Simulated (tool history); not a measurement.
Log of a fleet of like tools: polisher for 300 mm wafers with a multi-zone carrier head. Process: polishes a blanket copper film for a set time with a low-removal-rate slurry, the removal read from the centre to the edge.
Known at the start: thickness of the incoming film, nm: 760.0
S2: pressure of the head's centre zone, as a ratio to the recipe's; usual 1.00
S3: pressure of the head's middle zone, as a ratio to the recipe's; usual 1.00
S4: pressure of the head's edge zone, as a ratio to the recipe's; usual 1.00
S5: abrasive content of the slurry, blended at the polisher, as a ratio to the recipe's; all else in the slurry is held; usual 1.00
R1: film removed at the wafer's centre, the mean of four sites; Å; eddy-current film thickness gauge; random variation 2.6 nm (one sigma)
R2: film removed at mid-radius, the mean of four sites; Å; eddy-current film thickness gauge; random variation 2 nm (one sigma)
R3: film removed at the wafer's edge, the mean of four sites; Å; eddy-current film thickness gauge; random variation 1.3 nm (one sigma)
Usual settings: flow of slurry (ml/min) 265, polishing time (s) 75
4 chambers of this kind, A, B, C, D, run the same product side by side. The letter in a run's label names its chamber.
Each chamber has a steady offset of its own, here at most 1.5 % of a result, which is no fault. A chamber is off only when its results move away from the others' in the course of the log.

run 1C hour=6.2 | flow_of_slurry_(ml/min)=265 S2=1.00 S3=1.00 S4=1.00 S5=1.00 polishing_time_(s)=75 | R1=1952.8 R2=1993.4 R3=1947.0
run 2D hour=11.3 | flow_of_slurry_(ml/min)=265 S2=1.00 S3=1.00 S4=1.00 S5=1.00 polishing_time_(s)=75 | R1=1985.0 R2=1946.3 R3=1960.3
run 3A hour=18.2 | flow_of_slurry_(ml/min)=265 S2=1.00 S3=1.00 S4=1.00 S5=1.00 polishing_time_(s)=75 | R1=1948.4 R2=1955.4 R3=1952.0
-- hour=22.8 chamber D: worn pad replaced by a new one
run 4B hour=24.3 | flow_of_slurry_(ml/min)=265 S2=1.00 S3=1.00 S4=1.00 S5=1.00 polishing_time_(s)=75 | R1=1948.1 R2=1945.6 R3=1951.4
run 5C hour=30.5 | flow_of_slurry_(ml/min)=265 S2=1.00 S3=1.07 S4=1.00 S5=1.00 polishing_time_(s)=86 | R1=2284.9 R2=2384.1 R3=2233.4
run 6B hour=39.6 | flow_of_slurry_(ml/min)=265 S2=1.00 S3=1.07 S4=1.00 S5=1.00 polishing_time_(s)=86 | R1=2300.0 R2=2445.8 R3=2210.1
run 7A hour=48.0 | flow_of_slurry_(ml/min)=265 S2=1.00 S3=1.07 S4=1.00 S5=1.00 polishing_time_(s)=86 | R1=2205.6 R2=2366.3 R3=2268.6
run 8D hour=56.9 | flow_of_slurry_(ml/min)=265 S2=1.00 S3=1.07 S4=1.00 S5=1.00 polishing_time_(s)=86 | R1=2204.5 R2=2413.6 R3=2244.1
run 9A hour=62.6 | flow_of_slurry_(ml/min)=265 S2=1.00 S3=1.00 S4=1.00 S5=1.00 polishing_time_(s)=75 | R1=1940.6 R2=1912.7 R3=2001.7
run 10B hour=69.3 | flow_of_slurry_(ml/min)=265 S2=1.00 S3=1.00 S4=1.00 S5=1.00 polishing_time_(s)=75 | R1=1989.3 R2=1950.6 R3=1946.1
run 11D hour=75.0 | flow_of_slurry_(ml/min)=265 S2=1.00 S3=1.00 S4=1.00 S5=1.00 polishing_time_(s)=55 | R1=1451.4 R2=1421.7 R3=1424.0
run 12C hour=80.4 | flow_of_slurry_(ml/min)=265 S2=1.00 S3=1.00 S4=1.00 S5=1.00 polishing_time_(s)=55 | R1=1389.9 R2=1474.6 R3=1437.3
run 13A hour=88.1 | flow_of_slurry_(ml/min)=265 S2=1.00 S3=1.00 S4=1.00 S5=1.00 polishing_time_(s)=55 | R1=1430.7 R2=1418.5 R3=1437.4
run 14B hour=96.8 | flow_of_slurry_(ml/min)=265 S2=1.00 S3=1.00 S4=1.00 S5=1.00 polishing_time_(s)=55 | R1=1416.2 R2=1380.9 R3=1409.6
run 15C hour=101.1 | flow_of_slurry_(ml/min)=265 S2=1.00 S3=1.00 S4=1.00 S5=1.00 polishing_time_(s)=75 | R1=1914.5 R2=1969.7 R3=1950.2
-- hour=103.9 chamber C: worn pad replaced by a new one
run 16D hour=107.2 | flow_of_slurry_(ml/min)=265 S2=1.00 S3=1.00 S4=1.00 S5=1.00 polishing_time_(s)=75 | R1=1924.6 R2=1975.8 R3=1952.2
-- hour=113.6 chamber C: edge zone pressure recalibrated
run 17D hour=113.9 | flow_of_slurry_(ml/min)=265 S2=1.00 S3=1.00 S4=1.00 S5=1.00 polishing_time_(s)=75 | R1=1939.5 R2=1948.2 R3=1917.6
run 18C hour=121.8 | flow_of_slurry_(ml/min)=265 S2=1.00 S3=1.00 S4=1.00 S5=1.00 polishing_time_(s)=75 | R1=2018.2 R2=1948.3 R3=1943.6
run 19B hour=129.8 | flow_of_slurry_(ml/min)=265 S2=1.00 S3=1.00 S4=1.00 S5=1.00 polishing_time_(s)=75 | R1=1922.8 R2=1891.1 R3=1882.4
run 20A hour=136.5 | flow_of_slurry_(ml/min)=265 S2=1.00 S3=1.00 S4=1.00 S5=1.00 polishing_time_(s)=75 | R1=1948.1 R2=1898.9 R3=1991.6
-- hour=140.8 chamber C: slurry nozzle cleaned
run 21A hour=140.9 | flow_of_slurry_(ml/min)=265 S2=1.00 S3=1.00 S4=1.00 S5=1.00 polishing_time_(s)=75 | R1=1933.4 R2=1943.0 R3=1969.3
run 22C hour=148.4 | flow_of_slurry_(ml/min)=265 S2=1.00 S3=1.00 S4=1.00 S5=1.00 polishing_time_(s)=75 | R1=1965.7 R2=1943.5 R3=1956.0
run 23B hour=157.8 | flow_of_slurry_(ml/min)=265 S2=1.00 S3=1.00 S4=1.00 S5=1.00 polishing_time_(s)=75 | R1=1878.4 R2=1868.8 R3=1857.4
-- hour=158.3 chamber A: worn pad replaced by a new one
run 24D hour=162.0 | flow_of_slurry_(ml/min)=265 S2=0.91 S3=1.00 S4=1.00 S5=1.00 polishing_time_(s)=75 | R1=1782.9 R2=1973.0 R3=1963.7
run 25D hour=170.4 | flow_of_slurry_(ml/min)=265 S2=0.91 S3=1.00 S4=1.00 S5=1.00 polishing_time_(s)=75 | R1=1750.0 R2=2011.5 R3=1945.6
run 26C hour=177.7 | flow_of_slurry_(ml/min)=265 S2=0.91 S3=1.00 S4=1.00 S5=1.00 polishing_time_(s)=75 | R1=1749.1 R2=1958.8 R3=1947.0
run 27B hour=183.1 | flow_of_slurry_(ml/min)=265 S2=0.91 S3=1.00 S4=1.00 S5=1.00 polishing_time_(s)=75 | R1=1666.2 R2=1818.9 R3=1831.3
run 28A hour=188.8 | flow_of_slurry_(ml/min)=265 S2=1.00 S3=1.00 S4=1.00 S5=1.00 polishing_time_(s)=75 | R1=1905.1 R2=1940.4 R3=2006.1
run 29A hour=196.0 | flow_of_slurry_(ml/min)=265 S2=1.00 S3=1.00 S4=1.04 S5=0.85 polishing_time_(s)=75 | R1=1891.1 R2=1878.4 R3=1957.5
run 30D hour=202.5 | flow_of_slurry_(ml/min)=265 S2=1.00 S3=1.00 S4=1.04 S5=0.85 polishing_time_(s)=75 | R1=1899.5 R2=1911.5 R3=1928.2
run 31B hour=208.1 | flow_of_slurry_(ml/min)=265 S2=1.00 S3=1.00 S4=1.04 S5=0.85 polishing_time_(s)=75 | R1=1781.5 R2=1724.4 R3=1768.2
run 32C hour=213.8 | flow_of_slurry_(ml/min)=265 S2=1.00 S3=1.00 S4=1.04 S5=0.85 polishing_time_(s)=75 | R1=1901.2 R2=1880.5 R3=1902.4
-- hour=222.3 chamber D: worn pad replaced by a new one
run 33D hour=223.0 | flow_of_slurry_(ml/min)=265 S2=1.00 S3=1.00 S4=1.00 S5=1.00 polishing_time_(s)=75 | R1=1960.5 R2=1972.6 R3=1957.6
run 34A hour=230.7 | flow_of_slurry_(ml/min)=265 S2=1.00 S3=1.00 S4=1.00 S5=1.00 polishing_time_(s)=75 | R1=1938.9 R2=1963.9 R3=1963.4
run 35C hour=236.7 | flow_of_slurry_(ml/min)=265 S2=1.00 S3=1.00 S4=1.00 S5=1.00 polishing_time_(s)=75 | R1=2001.1 R2=1945.4 R3=1932.1
run 36B hour=241.5 | flow_of_slurry_(ml/min)=265 S2=1.00 S3=1.00 S4=1.00 S5=1.00 polishing_time_(s)=75 | R1=1778.3 R2=1758.1 R3=1752.3
run 37D hour=250.7 | flow_of_slurry_(ml/min)=265 S2=1.00 S3=1.00 S4=1.00 S5=1.00 polishing_time_(s)=75 | R1=1995.6 R2=2018.4 R3=1949.3
run 38C hour=259.5 | flow_of_slurry_(ml/min)=265 S2=1.00 S3=1.00 S4=1.00 S5=1.00 polishing_time_(s)=75 | R1=1963.2 R2=1959.4 R3=1942.3
run 39A hour=267.2 | flow_of_slurry_(ml/min)=265 S2=1.00 S3=1.00 S4=1.00 S5=1.00 polishing_time_(s)=75 | R1=1892.8 R2=1895.3 R3=1969.1
run 40B hour=271.7 | flow_of_slurry_(ml/min)=265 S2=1.00 S3=1.00 S4=1.00 S5=1.00 polishing_time_(s)=75 | R1=1799.1 R2=1740.9 R3=1721.2

Next, every chamber runs the same settings. What will each give?
run 41A hour=278.6 | flow_of_slurry_(ml/min)=265 S2=1.00 S3=1.00 S4=1.00 S5=1.00 polishing_time_(s)=50 | R1=? R2=? R3=?
run 41B hour=278.6 | flow_of_slurry_(ml/min)=265 S2=1.00 S3=1.00 S4=1.00 S5=1.00 polishing_time_(s)=50 | R1=? R2=? R3=?
run 41C hour=278.6 | flow_of_slurry_(ml/min)=265 S2=1.00 S3=1.00 S4=1.00 S5=1.00 polishing_time_(s)=50 | R1=? R2=? R3=?
run 41D hour=278.6 | flow_of_slurry_(ml/min)=265 S2=1.00 S3=1.00 S4=1.00 S5=1.00 polishing_time_(s)=50 | R1=? R2=? R3=?

run=41A R1=1307.1 R2=1272.3 R3=1310.9
run=41B R1=1151.9 R2=1132.8 R3=1139.5
run=41C R1=1299.4 R2=1297.5 R3=1294.0
run=41D R1=1305.2 R2=1320.6 R3=1314.2

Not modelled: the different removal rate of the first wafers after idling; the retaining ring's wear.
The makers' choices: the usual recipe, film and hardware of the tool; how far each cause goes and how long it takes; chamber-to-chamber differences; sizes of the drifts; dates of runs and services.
